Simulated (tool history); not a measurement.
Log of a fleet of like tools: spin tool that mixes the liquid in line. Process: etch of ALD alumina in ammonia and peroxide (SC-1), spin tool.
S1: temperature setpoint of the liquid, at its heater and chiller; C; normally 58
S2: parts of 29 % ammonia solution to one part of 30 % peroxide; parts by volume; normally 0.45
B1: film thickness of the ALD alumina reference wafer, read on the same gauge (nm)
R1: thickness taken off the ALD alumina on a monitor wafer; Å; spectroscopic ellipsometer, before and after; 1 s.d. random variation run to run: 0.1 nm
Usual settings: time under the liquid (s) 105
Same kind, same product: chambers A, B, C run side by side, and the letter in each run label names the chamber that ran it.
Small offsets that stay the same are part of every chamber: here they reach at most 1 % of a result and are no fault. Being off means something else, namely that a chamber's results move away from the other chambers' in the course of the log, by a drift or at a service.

{"run": "1C", "hour": 3.9, "S1": 58, "S2": 0.45, "time under the liquid (s)": 105, "B1": 49.98, "R1": 146.23}
{"run": "2A", "hour": 9.7, "S1": 58, "S2": 0.45, "time under the liquid (s)": 105, "B1": 49.98, "R1": 146.67}
{"run": "3B", "hour": 14.0, "S1": 58, "S2": 0.45, "time under the liquid (s)": 105, "B1": 49.985, "R1": 147.8}
{"run": "4B", "hour": 19.7, "S1": 58, "S2": 0.45, "time under the liquid (s)": 105, "B1": 49.986, "R1": 144.47}
{"run": "5C", "hour": 24.4, "S1": 58, "S2": 0.45, "time under the liquid (s)": 105, "B1": 50.03, "R1": 144.05}
{"run": "6A", "hour": 27.2, "S1": 58, "S2": 0.45, "time under the liquid (s)": 140, "B1": 50.002, "R1": 197.19}
{"run": "7C", "hour": 30.6, "S1": 58, "S2": 0.45, "time under the liquid (s)": 140, "B1": 49.966, "R1": 197.01}
{"run": "8A", "hour": 35.7, "S1": 58, "S2": 0.45, "time under the liquid (s)": 140, "B1": 49.964, "R1": 196.25}
{"run": "9B", "hour": 40.6, "S1": 58, "S2": 0.45, "time under the liquid (s)": 105, "B1": 49.987, "R1": 145.59}
{"run": "10B", "hour": 44.8, "S1": 58, "S2": 0.45, "time under the liquid (s)": 105, "B1": 49.976, "R1": 146.68}
{"run": "11A", "hour": 49.9, "S1": 58, "S2": 0.45, "time under the liquid (s)": 105, "B1": 49.986, "R1": 149.91}
{"run": "12C", "hour": 54.8, "S1": 58, "S2": 0.45, "time under the liquid (s)": 105, "B1": 50.014, "R1": 145.87}
{"run": "13A", "hour": 58.6, "S1": 58, "S2": 0.45, "time under the liquid (s)": 105, "B1": 49.98, "R1": 151.73}
{"run": "14B", "hour": 64.0, "S1": 58, "S2": 0.45, "time under the liquid (s)": 105, "B1": 50.018, "R1": 146.07}
{"run": "15C", "hour": 67.0, "S1": 58, "S2": 0.45, "time under the liquid (s)": 105, "B1": 50.014, "R1": 147.46}
{"run": "16C", "hour": 71.7, "S1": 58, "S2": 0.55, "time under the liquid (s)": 125, "B1": 50.01, "R1": 178.34}
{"run": "17A", "hour": 76.0, "S1": 58, "S2": 0.55, "time under the liquid (s)": 125, "B1": 50.002, "R1": 188.49}
{"run": "18B", "hour": 79.8, "S1": 58, "S2": 0.55, "time under the liquid (s)": 125, "B1": 49.966, "R1": 176.68}
{"run": "19C", "hour": 83.9, "S1": 58, "S2": 0.45, "time under the liquid (s)": 105, "B1": 50.025, "R1": 147.22}
{"run": "20A", "hour": 89.5, "S1": 58, "S2": 0.45, "time under the liquid (s)": 105, "B1": 50.005, "R1": 159.9}
{"run": "21B", "hour": 94.4, "S1": 58, "S2": 0.45, "time under the liquid (s)": 105, "B1": 49.993, "R1": 147.17}
{"run": "22B", "hour": 98.8, "S1": 52.5, "S2": 0.45, "time under the liquid (s)": 105, "B1": 49.995, "R1": 109.15}

Is one chamber out of step, is the gauge drifting, or do the chambers differ by no more than their own small offsets? For an off chamber, give its letter and the likeliest cause.

It is chamber A that slowly wanders off from its peers.
Cause: liquid hotter than its thermometer reads (K) = 1.66.

Here are 4 candidates for chamber A's next run, each the usual settings with a change, their results left as question marks. Which one brings its results back in line with what the others give on the usual settings?
In-line tolerance around the mean of the other chambers on the usual settings: R1 3.5 Å
{"run": "23A-1", "hour": 102.9, "S1": 56, "S2": 0.45, "time under the liquid (s)": 105, "R1": "?"}
{"run": "23A-2", "hour": 102.9, "S1": 57, "S2": 0.45, "time under the liquid (s)": 95, "R1": "?"}
{"run": "23A-3", "hour": 102.9, "S1": 60, "S2": 0.45, "time under the liquid (s)": 105, "R1": "?"}
{"run": "23A-4", "hour": 102.9, "S1": 59, "S2": 0.45, "time under the liquid (s)": 115, "R1": "?"}

What the other chambers average on the usual settings: R1 146.34 Å
run=23A-1 R1=145.55
run=23A-2 R1=138.86
run=23A-3 R1=179.37
run=23A-4 R1=186.61
It is 23A-1 that realigns the chamber with its peers.
